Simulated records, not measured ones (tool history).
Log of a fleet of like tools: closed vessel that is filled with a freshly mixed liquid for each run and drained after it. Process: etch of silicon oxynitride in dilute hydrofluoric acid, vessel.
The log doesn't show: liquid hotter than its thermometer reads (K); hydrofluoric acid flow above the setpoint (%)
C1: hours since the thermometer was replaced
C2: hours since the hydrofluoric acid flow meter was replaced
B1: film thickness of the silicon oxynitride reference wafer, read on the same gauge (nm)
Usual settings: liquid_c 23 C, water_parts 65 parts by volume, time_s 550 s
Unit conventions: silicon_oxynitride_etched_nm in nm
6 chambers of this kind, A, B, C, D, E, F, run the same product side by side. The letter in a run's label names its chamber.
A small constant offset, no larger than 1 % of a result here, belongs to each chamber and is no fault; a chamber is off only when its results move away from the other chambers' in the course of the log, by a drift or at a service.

{"run": "1B", "hour": 5.9, "liquid_c": 23, "water_parts": 65, "time_s": 550, "C1": 450.7, "C2": 375.7, "B1": 90.012, "silicon_oxynitride_etched_nm": 37.468}
{"run": "2D", "hour": 10.7, "liquid_c": 23, "water_parts": 65, "time_s": 550, "C1": 427.6, "C2": 1606.5, "B1": 89.982, "silicon_oxynitride_etched_nm": 37.828}
{"run": "3A", "hour": 14.5, "liquid_c": 23, "water_parts": 65, "time_s": 550, "C1": 1147.5, "C2": 1657.4, "B1": 89.982, "silicon_oxynitride_etched_nm": 37.005}
{"run": "4C", "hour": 20.5, "liquid_c": 23, "water_parts": 65, "time_s": 550, "C1": 1109.1, "C2": 322.9, "B1": 89.989, "silicon_oxynitride_etched_nm": 37.413}
{"run": "5E", "hour": 27.6, "liquid_c": 23, "water_parts": 65, "time_s": 550, "C1": 1398.8, "C2": 143.5, "B1": 90.027, "silicon_oxynitride_etched_nm": 37.602}
{"run": "6F", "hour": 33.4, "liquid_c": 23, "water_parts": 65, "time_s": 550, "C1": 2764.5, "C2": 234.6, "B1": 89.992, "silicon_oxynitride_etched_nm": 36.53}
{"run": "7D", "hour": 40.0, "liquid_c": 19, "water_parts": 65, "time_s": 550, "C1": 456.9, "C2": 1635.8, "B1": 90.017, "silicon_oxynitride_etched_nm": 30.429}
{"run": "8C", "hour": 46.6, "liquid_c": 19, "water_parts": 65, "time_s": 550, "C1": 1135.2, "C2": 349, "B1": 89.972, "silicon_oxynitride_etched_nm": 30.841}
{"run": "9B", "hour": 51.5, "liquid_c": 19, "water_parts": 65, "time_s": 550, "C1": 496.3, "C2": 421.3, "B1": 90.027, "silicon_oxynitride_etched_nm": 30.89}
{"run": "10E", "hour": 57.2, "liquid_c": 19, "water_parts": 65, "time_s": 550, "C1": 1428.4, "C2": 173.1, "B1": 89.978, "silicon_oxynitride_etched_nm": 31.096}
{"hour": 58.7, "done": "chamber A: hydrofluoric acid flow meter replaced"}
{"run": "11F", "hour": 64.8, "liquid_c": 19, "water_parts": 65, "time_s": 550, "C1": 2795.9, "C2": 266, "B1": 89.981, "silicon_oxynitride_etched_nm": 31.291}
{"run": "12A", "hour": 68.9, "liquid_c": 19, "water_parts": 65, "time_s": 550, "C1": 1201.9, "C2": 10.3, "B1": 90.025, "silicon_oxynitride_etched_nm": 30.687}
{"hour": 72.7, "done": "chamber F: thermometer replaced"}
{"run": "13E", "hour": 77.2, "liquid_c": 23, "water_parts": 65, "time_s": 550, "C1": 1448.4, "C2": 193.1, "B1": 89.94, "silicon_oxynitride_etched_nm": 37.842}
{"run": "14C", "hour": 85.0, "liquid_c": 25, "water_parts": 40, "time_s": 550, "C1": 1173.6, "C2": 387.4, "B1": 89.965, "silicon_oxynitride_etched_nm": 68.903}
{"run": "15D", "hour": 91.5, "liquid_c": 25, "water_parts": 40, "time_s": 550, "C1": 508.4, "C2": 1687.3, "B1": 89.995, "silicon_oxynitride_etched_nm": 67.252}
{"run": "16A", "hour": 97.3, "liquid_c": 25, "water_parts": 40, "time_s": 550, "C1": 1230.3, "C2": 38.7, "B1": 90.038, "silicon_oxynitride_etched_nm": 67.978}
{"run": "17B", "hour": 101.4, "liquid_c": 25, "water_parts": 40, "time_s": 550, "C1": 546.2, "C2": 471.2, "B1": 90.008, "silicon_oxynitride_etched_nm": 67.591}
{"run": "18F", "hour": 106.9, "liquid_c": 25, "water_parts": 40, "time_s": 550, "C1": 34.2, "C2": 308.1, "B1": 90.047, "silicon_oxynitride_etched_nm": 68.167}
{"run": "19E", "hour": 114.6, "liquid_c": 25, "water_parts": 40, "time_s": 550, "C1": 1485.8, "C2": 230.5, "B1": 89.987, "silicon_oxynitride_etched_nm": 68.847}
{"run": "20A", "hour": 119.7, "liquid_c": 23, "water_parts": 65, "time_s": 550, "C1": 1252.7, "C2": 61.1, "B1": 90.008, "silicon_oxynitride_etched_nm": 37.328}
{"run": "21D", "hour": 128.1, "liquid_c": 18.5, "water_parts": 65, "time_s": 260, "C1": 545, "C2": 1723.9, "B1": 89.99, "silicon_oxynitride_etched_nm": 14.177}
{"run": "22C", "hour": 135.4, "liquid_c": 18.5, "water_parts": 65, "time_s": 260, "C1": 1224, "C2": 437.8, "B1": 90.026, "silicon_oxynitride_etched_nm": 14.148}
{"run": "23F", "hour": 141.2, "liquid_c": 18.5, "water_parts": 65, "time_s": 260, "C1": 68.5, "C2": 342.4, "B1": 89.983, "silicon_oxynitride_etched_nm": 14.137}
{"run": "24B", "hour": 149.3, "liquid_c": 18.5, "water_parts": 65, "time_s": 260, "C1": 594.1, "C2": 519.1, "B1": 89.964, "silicon_oxynitride_etched_nm": 14.229}
{"run": "25D", "hour": 156.7, "liquid_c": 18.5, "water_parts": 65, "time_s": 260, "C1": 573.6, "C2": 1752.5, "B1": 90.036, "silicon_oxynitride_etched_nm": 14.495}
{"run": "26F", "hour": 165.1, "liquid_c": 18.5, "water_parts": 65, "time_s": 260, "C1": 92.4, "C2": 366.3, "B1": 89.951, "silicon_oxynitride_etched_nm": 14.133}
{"run": "27B", "hour": 169.3, "liquid_c": 23, "water_parts": 65, "time_s": 550, "C1": 614.1, "C2": 539.1, "B1": 90.013, "silicon_oxynitride_etched_nm": 36.772}
{"run": "28E", "hour": 173.8, "liquid_c": 23, "water_parts": 80, "time_s": 685, "C1": 1545, "C2": 289.7, "B1": 89.984, "silicon_oxynitride_etched_nm": 37.701}
{"run": "29C", "hour": 179.0, "liquid_c": 23, "water_parts": 80, "time_s": 685, "C1": 1267.6, "C2": 481.4, "B1": 90.022, "silicon_oxynitride_etched_nm": 37.585}
{"run": "30A", "hour": 184.6, "liquid_c": 23, "water_parts": 80, "time_s": 685, "C1": 1317.6, "C2": 126, "B1": 90.024, "silicon_oxynitride_etched_nm": 37.11}
{"run": "31A", "hour": 192.0, "liquid_c": 23, "water_parts": 80, "time_s": 685, "C1": 1325, "C2": 133.4, "B1": 90.001, "silicon_oxynitride_etched_nm": 37.522}
{"run": "32F", "hour": 200.2, "liquid_c": 23, "water_parts": 80, "time_s": 685, "C1": 127.5, "C2": 401.4, "B1": 89.996, "silicon_oxynitride_etched_nm": 37.548}
{"run": "33E", "hour": 204.5, "liquid_c": 23, "water_parts": 80, "time_s": 685, "C1": 1575.7, "C2": 320.4, "B1": 89.999, "silicon_oxynitride_etched_nm": 36.923}
{"run": "34C", "hour": 211.7, "liquid_c": 23, "water_parts": 65, "time_s": 550, "C1": 1300.3, "C2": 514.1, "B1": 89.949, "silicon_oxynitride_etched_nm": 37.404}
{"run": "35D", "hour": 219.1, "liquid_c": 23, "water_parts": 65, "time_s": 550, "C1": 636, "C2": 1814.9, "B1": 89.95, "silicon_oxynitride_etched_nm": 37.039}
{"run": "36B", "hour": 227.6, "liquid_c": 23, "water_parts": 65, "time_s": 550, "C1": 672.4, "C2": 597.4, "B1": 89.987, "silicon_oxynitride_etched_nm": 37.508}
{"run": "37F", "hour": 232.3, "liquid_c": 23, "water_parts": 65, "time_s": 550, "C1": 159.6, "C2": 433.5, "B1": 90.005, "silicon_oxynitride_etched_nm": 37.53}
{"run": "38E", "hour": 237.6, "liquid_c": 23, "water_parts": 65, "time_s": 550, "C1": 1608.8, "C2": 353.5, "B1": 89.997, "silicon_oxynitride_etched_nm": 37.596}

All 6 chambers run these settings next. Forecast each chamber's results:
{"run": "39A", "hour": 243.8, "liquid_c": 23, "water_parts": 65, "time_s": 550, "silicon_oxynitride_etched_nm": "?"}
{"run": "39B", "hour": 243.8, "liquid_c": 23, "water_parts": 65, "time_s": 550, "silicon_oxynitride_etched_nm": "?"}
{"run": "39C", "hour": 243.8, "liquid_c": 23, "water_parts": 65, "time_s": 550, "silicon_oxynitride_etched_nm": "?"}
{"run": "39D", "hour": 243.8, "liquid_c": 23, "water_parts": 65, "time_s": 550, "silicon_oxynitride_etched_nm": "?"}
{"run": "39E", "hour": 243.8, "liquid_c": 23, "water_parts": 65, "time_s": 550, "silicon_oxynitride_etched_nm": "?"}
{"run": "39F", "hour": 243.8, "liquid_c": 23, "water_parts": 65, "time_s": 550, "silicon_oxynitride_etched_nm": "?"}

run=39A silicon_oxynitride_etched_nm=38.039
run=39B silicon_oxynitride_etched_nm=37.641
run=39C silicon_oxynitride_etched_nm=37.597
run=39D silicon_oxynitride_etched_nm=37.215
run=39E silicon_oxynitride_etched_nm=37.669
run=39F silicon_oxynitride_etched_nm=37.24

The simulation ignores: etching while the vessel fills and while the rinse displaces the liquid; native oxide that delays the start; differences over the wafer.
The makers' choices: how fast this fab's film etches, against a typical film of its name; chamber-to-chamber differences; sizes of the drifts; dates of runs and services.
